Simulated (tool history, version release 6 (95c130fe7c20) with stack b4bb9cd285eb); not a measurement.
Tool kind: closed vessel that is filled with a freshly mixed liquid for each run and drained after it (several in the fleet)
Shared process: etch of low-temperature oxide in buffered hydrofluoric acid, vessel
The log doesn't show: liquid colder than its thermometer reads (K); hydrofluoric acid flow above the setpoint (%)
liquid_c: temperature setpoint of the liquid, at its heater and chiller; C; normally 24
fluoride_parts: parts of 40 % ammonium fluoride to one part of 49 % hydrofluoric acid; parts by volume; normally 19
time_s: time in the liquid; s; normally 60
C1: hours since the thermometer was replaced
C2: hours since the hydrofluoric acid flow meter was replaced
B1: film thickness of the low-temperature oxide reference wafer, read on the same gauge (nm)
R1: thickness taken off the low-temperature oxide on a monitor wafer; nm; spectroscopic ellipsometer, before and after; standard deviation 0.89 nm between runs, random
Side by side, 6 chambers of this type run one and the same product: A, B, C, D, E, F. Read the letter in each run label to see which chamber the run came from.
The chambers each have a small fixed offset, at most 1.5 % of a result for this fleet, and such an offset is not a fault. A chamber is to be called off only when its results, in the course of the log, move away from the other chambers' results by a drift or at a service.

run 1A hour=5.7 | liquid_c=24 fluoride_parts=19 time_s=60 | C1=1829.8 C2=1370 | B1=60.007 | R1=101.58
run 2D hour=9.1 | liquid_c=24 fluoride_parts=19 time_s=60 | C1=1650 C2=73.7 | B1=60.023 | R1=104.12
run 3C hour=12 | liquid_c=24 fluoride_parts=19 time_s=60 | C1=1549.5 C2=545.8 | B1=60.024 | R1=102.87
run 4B hour=14.9 | liquid_c=24 fluoride_parts=19 time_s=60 | C1=2148.3 C2=475.7 | B1=60.024 | R1=103.98
run 5E hour=17.9 | liquid_c=24 fluoride_parts=19 time_s=60 | C1=762.2 C2=901.3 | B1=60.044 | R1=103.59
run 6F hour=22.1 | liquid_c=24 fluoride_parts=19 time_s=60 | C1=31.9 C2=733.4 | B1=59.999 | R1=104.4
run 7D hour=27.2 | liquid_c=24 fluoride_parts=19 time_s=60 | C1=1668.1 C2=91.8 | B1=59.989 | R1=105.56
run 8B hour=30.8 | liquid_c=24 fluoride_parts=19 time_s=60 | C1=2164.2 C2=491.6 | B1=60.015 | R1=103.27
run 9C hour=36.3 | liquid_c=24 fluoride_parts=19 time_s=60 | C1=1573.8 C2=570.1 | B1=59.995 | R1=103.48
run 10A hour=39.5 | liquid_c=24 fluoride_parts=19 time_s=60 | C1=1863.6 C2=1403.8 | B1=60.023 | R1=103.54
run 11E hour=45.3 | liquid_c=24 fluoride_parts=19 time_s=60 | C1=789.6 C2=928.7 | B1=60.01 | R1=101.98
-- hour=46.8 chamber A: thermometer replaced
run 12F hour=48.4 | liquid_c=27 fluoride_parts=13 time_s=60 | C1=58.2 C2=759.7 | B1=60.005 | R1=179.8
run 13F hour=52.2 | liquid_c=27 fluoride_parts=13 time_s=60 | C1=62 C2=763.5 | B1=59.985 | R1=178.72
run 14C hour=56.8 | liquid_c=27 fluoride_parts=13 time_s=60 | C1=1594.3 C2=590.6 | B1=60.012 | R1=178.12
run 15D hour=60 | liquid_c=27 fluoride_parts=13 time_s=60 | C1=1700.9 C2=124.6 | B1=59.972 | R1=175.35
-- hour=60.7 chamber B: thermometer replaced
run 16B hour=64.1 | liquid_c=27 fluoride_parts=13 time_s=60 | C1=3.4 C2=524.9 | B1=60.016 | R1=175.05
run 17E hour=66.8 | liquid_c=27 fluoride_parts=13 time_s=60 | C1=811.1 C2=950.2 | B1=59.98 | R1=173.82
run 18A hour=70.1 | liquid_c=24 fluoride_parts=19 time_s=60 | C1=23.4 C2=1434.4 | B1=60.006 | R1=104.29
run 19F hour=73.3 | liquid_c=24 fluoride_parts=19 time_s=60 | C1=83.1 C2=784.6 | B1=60.025 | R1=104.29
run 20C hour=76.5 | liquid_c=24 fluoride_parts=19 time_s=60 | C1=1614 C2=610.3 | B1=59.995 | R1=103.24
run 21E hour=81.1 | liquid_c=24 fluoride_parts=19 time_s=60 | C1=825.4 C2=964.5 | B1=60.002 | R1=99.342
run 22B hour=84.3 | liquid_c=24 fluoride_parts=19 time_s=60 | C1=23.6 C2=545.1 | B1=60.016 | R1=103.7
run 23A hour=89.2 | liquid_c=24 fluoride_parts=19 time_s=60 | C1=42.5 C2=1453.5 | B1=60.012 | R1=102.87
run 24D hour=94.8 | liquid_c=24 fluoride_parts=19 time_s=60 | C1=1735.7 C2=159.4 | B1=59.977 | R1=103.24
run 25E hour=98.7 | liquid_c=24 fluoride_parts=19 time_s=60 | C1=843 C2=982.1 | B1=60.012 | R1=98.885
run 26F hour=104.4 | liquid_c=24 fluoride_parts=19 time_s=60 | C1=114.2 C2=815.7 | B1=59.993 | R1=104.06
run 27A hour=109.7 | liquid_c=24 fluoride_parts=19 time_s=60 | C1=63 C2=1474 | B1=59.96 | R1=103.85
run 28D hour=115.6 | liquid_c=26.5 fluoride_parts=19 time_s=60 | C1=1756.5 C2=180.2 | B1=60.038 | R1=119.24
run 29C hour=120.3 | liquid_c=26.5 fluoride_parts=19 time_s=60 | C1=1657.8 C2=654.1 | B1=59.994 | R1=116.23
run 30B hour=124.6 | liquid_c=26.5 fluoride_parts=19 time_s=60 | C1=63.9 C2=585.4 | B1=59.99 | R1=118.27
run 31F hour=129.4 | liquid_c=26.5 fluoride_parts=19 time_s=60 | C1=139.2 C2=840.7 | B1=59.984 | R1=120.55
run 32B hour=135.6 | liquid_c=26.5 fluoride_parts=19 time_s=60 | C1=74.9 C2=596.4 | B1=60.002 | R1=118.43
run 33A hour=138.8 | liquid_c=26.5 fluoride_parts=19 time_s=60 | C1=92.1 C2=1503.1 | B1=60.031 | R1=119.39
run 34D hour=144.6 | liquid_c=24 fluoride_parts=19 time_s=90 | C1=1785.5 C2=209.2 | B1=60.011 | R1=157.02
run 35C hour=148.7 | liquid_c=24 fluoride_parts=19 time_s=90 | C1=1686.2 C2=682.5 | B1=59.998 | R1=154.8
run 36E hour=154.4 | liquid_c=24 fluoride_parts=19 time_s=90 | C1=898.7 C2=1037.8 | B1=60.006 | R1=144.76
run 37A hour=158 | liquid_c=24 fluoride_parts=19 time_s=90 | C1=111.3 C2=1522.3 | B1=60.016 | R1=154.79
run 38F hour=161.2 | liquid_c=24 fluoride_parts=19 time_s=90 | C1=171 C2=872.5 | B1=60.006 | R1=158.32
run 39E hour=164.4 | liquid_c=24 fluoride_parts=19 time_s=90 | C1=908.7 C2=1047.8 | B1=59.993 | R1=144.55
run 40C hour=170.6 | liquid_c=24 fluoride_parts=19 time_s=60 | C1=1708.1 C2=704.4 | B1=59.972 | R1=103.66
run 41D hour=173.6 | liquid_c=24 fluoride_parts=19 time_s=60 | C1=1814.5 C2=238.2 | B1=60.02 | R1=103.86
run 42B hour=178.2 | liquid_c=24 fluoride_parts=19 time_s=60 | C1=117.5 C2=639 | B1=60.009 | R1=103.09

For the next run the whole fleet of 6 chambers uses the same settings. Give each chamber's results:
run 43A hour=182.7 | liquid_c=24 fluoride_parts=13 time_s=60 | R1=?
run 43B hour=182.7 | liquid_c=24 fluoride_parts=13 time_s=60 | R1=?
run 43C hour=182.7 | liquid_c=24 fluoride_parts=13 time_s=60 | R1=?
run 43D hour=182.7 | liquid_c=24 fluoride_parts=13 time_s=60 | R1=?
run 43E hour=182.7 | liquid_c=24 fluoride_parts=13 time_s=60 | R1=?
run 43F hour=182.7 | liquid_c=24 fluoride_parts=13 time_s=60 | R1=?

run=43A R1=151.47
run=43B R1=148.89
run=43C R1=151.11
run=43D R1=149.76
run=43E R1=138.65
run=43F R1=151.09
